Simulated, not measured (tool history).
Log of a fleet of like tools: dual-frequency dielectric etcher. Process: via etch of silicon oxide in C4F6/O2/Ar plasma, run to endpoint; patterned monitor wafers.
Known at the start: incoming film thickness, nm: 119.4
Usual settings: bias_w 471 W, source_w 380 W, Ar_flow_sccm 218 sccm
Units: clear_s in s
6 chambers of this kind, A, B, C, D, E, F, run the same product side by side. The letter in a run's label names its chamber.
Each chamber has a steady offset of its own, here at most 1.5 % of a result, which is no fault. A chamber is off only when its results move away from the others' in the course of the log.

| run | hour | bias_w | source_w | Ar_flow_sccm | hours since the last wet clean | hours since the last bias power generator calibration | hours since the last source power generator calibration | hours since the last Ar flow controller change | clear_s |
|---|---|---|---|---|---|---|---|---|---|
| 1C | 4.9 | 471 | 380 | 218 | 345.0 | 1880.6 | 197.4 | 122.1 | 26.158 |
| 2F | 13.1 | 471 | 380 | 218 | 334.0 | 1706.8 | 1418.7 | 2488.2 | 26.358 |
| 3E | 19.7 | 471 | 380 | 218 | 401.6 | 2951.0 | 1654.7 | 3931.5 | 26.063 |
|  | 21.1 | chamber B: wet clean of the chamber |
| 4A | 26.1 | 471 | 380 | 218 | 186.1 | 2164.8 | 1983.6 | 1091.6 | 26.216 |
| 5B | 30.5 | 471 | 380 | 218 | 9.5 | 284.3 | 1899.1 | 5647.7 | 26.497 |
| 6D | 35.9 | 578 | 380 | 249 | 199.8 | 2070.6 | 1585.7 | 1757.8 | 24.930 |
| 7E | 40.3 | 578 | 380 | 249 | 422.2 | 2971.6 | 1675.3 | 3952.1 | 24.923 |
| 8A | 48.3 | 578 | 380 | 249 | 208.3 | 2187.0 | 2005.8 | 1113.8 | 24.855 |
|  | 50.2 | chamber B: Ar flow controller replaced |
| 9C | 55.1 | 578 | 380 | 249 | 395.2 | 1930.8 | 247.6 | 172.3 | 24.721 |
| 10F | 60.4 | 578 | 380 | 249 | 381.3 | 1754.1 | 1466.0 | 2535.5 | 24.613 |
| 11B | 65.4 | 578 | 380 | 249 | 44.4 | 319.2 | 1934.0 | 15.2 | 25.159 |
| 12D | 70.5 | 557 | 380 | 174 | 234.4 | 2105.2 | 1620.3 | 1792.4 | 24.353 |
| 13D | 74.8 | 557 | 380 | 174 | 238.7 | 2109.5 | 1624.6 | 1796.7 | 24.344 |
|  | 75.9 | chamber E: wet clean of the chamber |
| 14C | 80.0 | 557 | 380 | 174 | 420.1 | 1955.7 | 272.5 | 197.2 | 24.221 |
| 15E | 85.6 | 557 | 380 | 174 | 9.7 | 3016.9 | 1720.6 | 3997.4 | 23.948 |
|  | 88.2 | chamber D: source power generator calibrated |
| 16A | 91.2 | 557 | 380 | 174 | 251.2 | 2229.9 | 2048.7 | 1156.7 | 24.421 |
| 17F | 97.2 | 557 | 380 | 174 | 418.1 | 1790.9 | 1502.8 | 2572.3 | 24.040 |
| 18B | 104.2 | 471 | 380 | 269 | 83.2 | 358.0 | 1972.8 | 54.0 | 27.291 |
| 19A | 108.7 | 471 | 380 | 269 | 268.7 | 2247.4 | 2066.2 | 1174.2 | 27.611 |
| 20F | 116.0 | 471 | 380 | 269 | 436.9 | 1809.7 | 1521.6 | 2591.1 | 26.834 |
| 21B | 120.2 | 471 | 380 | 269 | 99.2 | 374.0 | 1988.8 | 70.0 | 27.241 |
| 22C | 126.4 | 471 | 380 | 269 | 466.5 | 2002.1 | 318.9 | 243.6 | 26.855 |
| 23E | 130.1 | 471 | 380 | 269 | 54.2 | 3061.4 | 1765.1 | 4041.9 | 27.030 |
| 24D | 136.4 | 471 | 380 | 218 | 300.3 | 2171.1 | 48.2 | 1858.3 | 26.411 |
| 25C | 142.2 | 471 | 380 | 218 | 482.3 | 2017.9 | 334.7 | 259.4 | 26.344 |
| 26A | 146.7 | 471 | 380 | 218 | 306.7 | 2285.4 | 2104.2 | 1212.2 | 27.030 |
| 27E | 154.6 | 471 | 380 | 218 | 78.7 | 3085.9 | 1789.6 | 4066.4 | 26.373 |
| 28D | 162.6 | 471 | 380 | 218 | 326.5 | 2197.3 | 74.4 | 1884.5 | 26.462 |
| 29B | 169.0 | 471 | 380 | 218 | 148.0 | 422.8 | 2037.6 | 118.8 | 26.602 |
|  | 169.3 | chamber C: bias power generator calibrated |
| 30F | 174.8 | 471 | 380 | 218 | 495.7 | 1868.5 | 1580.4 | 2649.9 | 26.165 |
|  | 175.9 | chamber C: wet clean of the chamber |
| 31D | 180.4 | 471 | 470 | 218 | 344.3 | 2215.1 | 92.2 | 1902.3 | 24.735 |
| 32C | 186.0 | 471 | 470 | 218 | 10.2 | 16.7 | 378.5 | 303.2 | 24.357 |
| 33A | 190.9 | 471 | 470 | 218 | 350.9 | 2329.6 | 2148.4 | 1256.4 | 24.871 |
| 34F | 195.2 | 471 | 470 | 218 | 516.1 | 1888.9 | 1600.8 | 2670.3 | 24.357 |
| 35E | 201.3 | 471 | 470 | 218 | 125.4 | 3132.6 | 1836.3 | 4113.1 | 24.298 |
| 36B | 205.1 | 471 | 470 | 218 | 184.1 | 458.9 | 2073.7 | 154.9 | 24.600 |
| 37E | 212.9 | 471 | 380 | 218 | 137.0 | 3144.2 | 1847.9 | 4124.7 | 26.431 |
| 38B | 218.5 | 471 | 380 | 218 | 197.5 | 472.3 | 2087.1 | 168.3 | 26.764 |
| 39D | 224.9 | 471 | 380 | 218 | 388.8 | 2259.6 | 136.7 | 1946.8 | 26.579 |
| 40F | 228.8 | 471 | 380 | 218 | 549.7 | 1922.5 | 1634.4 | 2703.9 | 26.166 |

Is one chamber off against the others, does the gauge drift, or is nothing wrong? If a chamber is off, say which, and what the likeliest cause is.

Chamber A drifts away from the others.
Cause: etch rate under this chamber's usual, % = 3.45.

Here are 4 candidates for chamber A's next run, each the usual settings with a change, their results left as question marks. Which one brings its results back in line with what the others give on the usual settings?
In line means no further than this from the other chambers' mean on the usual settings: clear_s 0.480 s
| 41A-1 | 234.8 | 508 | 410 | 213 |  |  |  |  | ? |
| 41A-2 | 234.8 | 394 | 380 | 228 |  |  |  |  | ? |
| 41A-3 | 234.8 | 471 | 350 | 218 |  |  |  |  | ? |
| 41A-4 | 234.8 | 471 | 410 | 213 |  |  |  |  | ? |

The other chambers' mean on the usual settings: clear_s 26.418 s
| run | clear_s |
|---|---|
| 41A-1 | 25.717 |
| 41A-2 | 29.246 |
| 41A-3 | 28.133 |
| 41A-4 | 26.443 |
41A-4 brings the chamber back in line.
